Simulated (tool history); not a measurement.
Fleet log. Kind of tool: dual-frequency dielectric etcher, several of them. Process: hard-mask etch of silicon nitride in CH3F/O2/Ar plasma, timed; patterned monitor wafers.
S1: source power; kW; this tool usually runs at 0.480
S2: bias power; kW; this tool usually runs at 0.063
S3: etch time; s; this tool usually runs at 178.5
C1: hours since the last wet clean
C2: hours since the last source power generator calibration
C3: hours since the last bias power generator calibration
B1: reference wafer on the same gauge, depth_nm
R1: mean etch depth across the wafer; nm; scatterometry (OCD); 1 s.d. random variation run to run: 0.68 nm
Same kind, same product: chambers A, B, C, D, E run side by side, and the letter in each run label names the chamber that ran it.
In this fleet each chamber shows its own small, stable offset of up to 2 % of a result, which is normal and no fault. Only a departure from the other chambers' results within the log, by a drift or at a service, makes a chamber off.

run 1E day=0.546 | S1=0.480 S2=0.063 S3=178.5 | C1=324.2 C2=872.7 C3=1471.1 | B1=144.76 | R1=131.330
-- day=0.942 chamber B: wet clean of the chamber
run 2D day=0.962 | S1=0.480 S2=0.063 S3=178.5 | C1=285.0 C2=1460.9 C3=101.8 | B1=144.93 | R1=128.470
run 3C day=1.250 | S1=0.480 S2=0.063 S3=178.5 | C1=548.3 C2=963.6 C3=2552.1 | B1=144.99 | R1=128.860
-- day=1.688 chamber E: wet clean of the chamber
run 4B day=1.783 | S1=0.480 S2=0.063 S3=178.5 | C1=20.2 C2=92.4 C3=1211.8 | B1=145.05 | R1=127.810
run 5A day=2.262 | S1=0.480 S2=0.063 S3=178.5 | C1=337.4 C2=2330.7 C3=1762.0 | B1=145.01 | R1=127.890
run 6E day=2.538 | S1=0.560 S2=0.063 S3=142.0 | C1=20.5 C2=920.5 C3=1518.9 | B1=145.04 | R1=110.100
-- day=3.004 chamber C: wet clean of the chamber
run 7A day=3.104 | S1=0.560 S2=0.063 S3=142.0 | C1=357.6 C2=2350.9 C3=1782.2 | B1=145.07 | R1=108.330
run 8D day=3.600 | S1=0.560 S2=0.063 S3=142.0 | C1=348.3 C2=1524.2 C3=165.1 | B1=144.88 | R1=109.320
run 9C day=3.996 | S1=0.560 S2=0.063 S3=142.0 | C1=23.8 C2=1029.5 C3=2618.0 | B1=144.89 | R1=109.410
-- day=4.138 chamber D: wet clean of the chamber
run 10B day=4.454 | S1=0.560 S2=0.063 S3=142.0 | C1=84.3 C2=156.5 C3=1275.9 | B1=145.02 | R1=108.090
run 11A day=4.788 | S1=0.480 S2=0.063 S3=178.5 | C1=398.0 C2=2391.3 C3=1822.6 | B1=144.92 | R1=126.960
run 12C day=5.079 | S1=0.480 S2=0.063 S3=178.5 | C1=49.8 C2=1055.5 C3=2644.0 | B1=144.97 | R1=130.100
run 13E day=5.475 | S1=0.480 S2=0.063 S3=178.5 | C1=91.0 C2=991.0 C3=1589.4 | B1=145.09 | R1=130.630
run 14B day=5.733 | S1=0.480 S2=0.063 S3=178.5 | C1=115.0 C2=187.2 C3=1306.6 | B1=145.14 | R1=126.840
run 15D day=6.133 | S1=0.380 S2=0.063 S3=178.5 | C1=47.9 C2=1585.0 C3=225.9 | B1=145.07 | R1=116.830
-- day=6.404 chamber A: wet clean of the chamber
run 16C day=6.558 | S1=0.380 S2=0.063 S3=178.5 | C1=85.3 C2=1091.0 C3=2679.5 | B1=145.21 | R1=117.560
run 17B day=7.096 | S1=0.380 S2=0.063 S3=178.5 | C1=147.7 C2=219.9 C3=1339.3 | B1=144.77 | R1=118.230
run 18D day=7.417 | S1=0.380 S2=0.063 S3=178.5 | C1=78.7 C2=1615.8 C3=256.7 | B1=144.82 | R1=117.310
run 19E day=7.733 | S1=0.380 S2=0.063 S3=178.5 | C1=145.2 C2=1045.2 C3=1643.6 | B1=144.95 | R1=119.920
run 20A day=8.258 | S1=0.480 S2=0.063 S3=178.5 | C1=44.6 C2=2474.6 C3=1905.9 | B1=145.07 | R1=124.040
run 21A day=8.792 | S1=0.590 S2=0.069 S3=178.5 | C1=57.4 C2=2487.4 C3=1918.7 | B1=144.94 | R1=137.860
run 22C day=9.217 | S1=0.590 S2=0.069 S3=178.5 | C1=149.1 C2=1154.8 C3=2743.3 | B1=145.01 | R1=143.540
run 23E day=9.733 | S1=0.590 S2=0.069 S3=178.5 | C1=193.2 C2=1093.2 C3=1691.6 | B1=145.03 | R1=145.630
run 24B day=10.283 | S1=0.590 S2=0.069 S3=178.5 | C1=224.2 C2=296.4 C3=1415.8 | B1=144.93 | R1=141.690
-- day=10.362 chamber A: source power generator calibrated
run 25D day=10.779 | S1=0.590 S2=0.069 S3=178.5 | C1=159.4 C2=1696.5 C3=337.4 | B1=145.07 | R1=144.090
run 26D day=11.062 | S1=0.480 S2=0.063 S3=178.5 | C1=166.2 C2=1703.3 C3=344.2 | B1=144.81 | R1=128.000
run 27C day=11.396 | S1=0.480 S2=0.056 S3=134.0 | C1=201.4 C2=1207.1 C3=2795.6 | B1=145.22 | R1=92.994
run 28B day=11.938 | S1=0.480 S2=0.056 S3=134.0 | C1=263.9 C2=336.1 C3=1455.5 | B1=144.92 | R1=92.388
run 29A day=12.333 | S1=0.480 S2=0.056 S3=134.0 | C1=142.4 C2=47.3 C3=2003.7 | B1=145.09 | R1=89.639
run 30E day=12.854 | S1=0.480 S2=0.056 S3=134.0 | C1=268.1 C2=1168.1 C3=1766.5 | B1=145.02 | R1=94.668
run 31A day=13.338 | S1=0.480 S2=0.056 S3=134.0 | C1=166.5 C2=71.4 C3=2027.8 | B1=144.99 | R1=89.107
run 32B day=13.679 | S1=0.480 S2=0.063 S3=178.5 | C1=305.7 C2=377.9 C3=1497.3 | B1=144.89 | R1=126.990
run 33C day=14.071 | S1=0.480 S2=0.063 S3=178.5 | C1=265.6 C2=1271.3 C3=2859.8 | B1=145.02 | R1=129.550
run 34D day=14.596 | S1=0.480 S2=0.063 S3=178.5 | C1=251.0 C2=1788.1 C3=429.0 | B1=145.16 | R1=128.620
run 35E day=14.850 | S1=0.480 S2=0.063 S3=178.5 | C1=316.0 C2=1216.0 C3=1814.4 | B1=145.10 | R1=131.590

One chamber off, gauge drift, or nothing amiss beyond the chambers' own small offsets? If it is a chamber, which one, and what is the likeliest cause?

Chamber A has stood off from the others ever since a service on it.
Cause: etch rate under this chamber's usual, % = 3.19.

Below are 4 candidate recipes for chamber A's next run, each the usual settings with a change, their results shown as question marks. Which of them brings A's results back in line with what the other chambers give on the usual settings?
A result is in line if it is within this distance of the other chambers' mean on the usual settings: R1 2.400 nm
run 36A-1 day=15.262 | S1=0.480 S2=0.063 S3=171.0 | R1=?
run 36A-2 day=15.262 | S1=0.390 S2=0.063 S3=178.5 | R1=?
run 36A-3 day=15.262 | S1=0.490 S2=0.063 S3=190.5 | R1=?
run 36A-4 day=15.262 | S1=0.480 S2=0.063 S3=186.0 | R1=?

The mean the other chambers reach with the usual settings: R1 128.980 nm
run=36A-1 R1=118.710
run=36A-2 R1=114.330
run=36A-3 R1=133.310
run=36A-4 R1=129.120
36A-4 is the one that brings the chamber's results back in line with the other chambers.
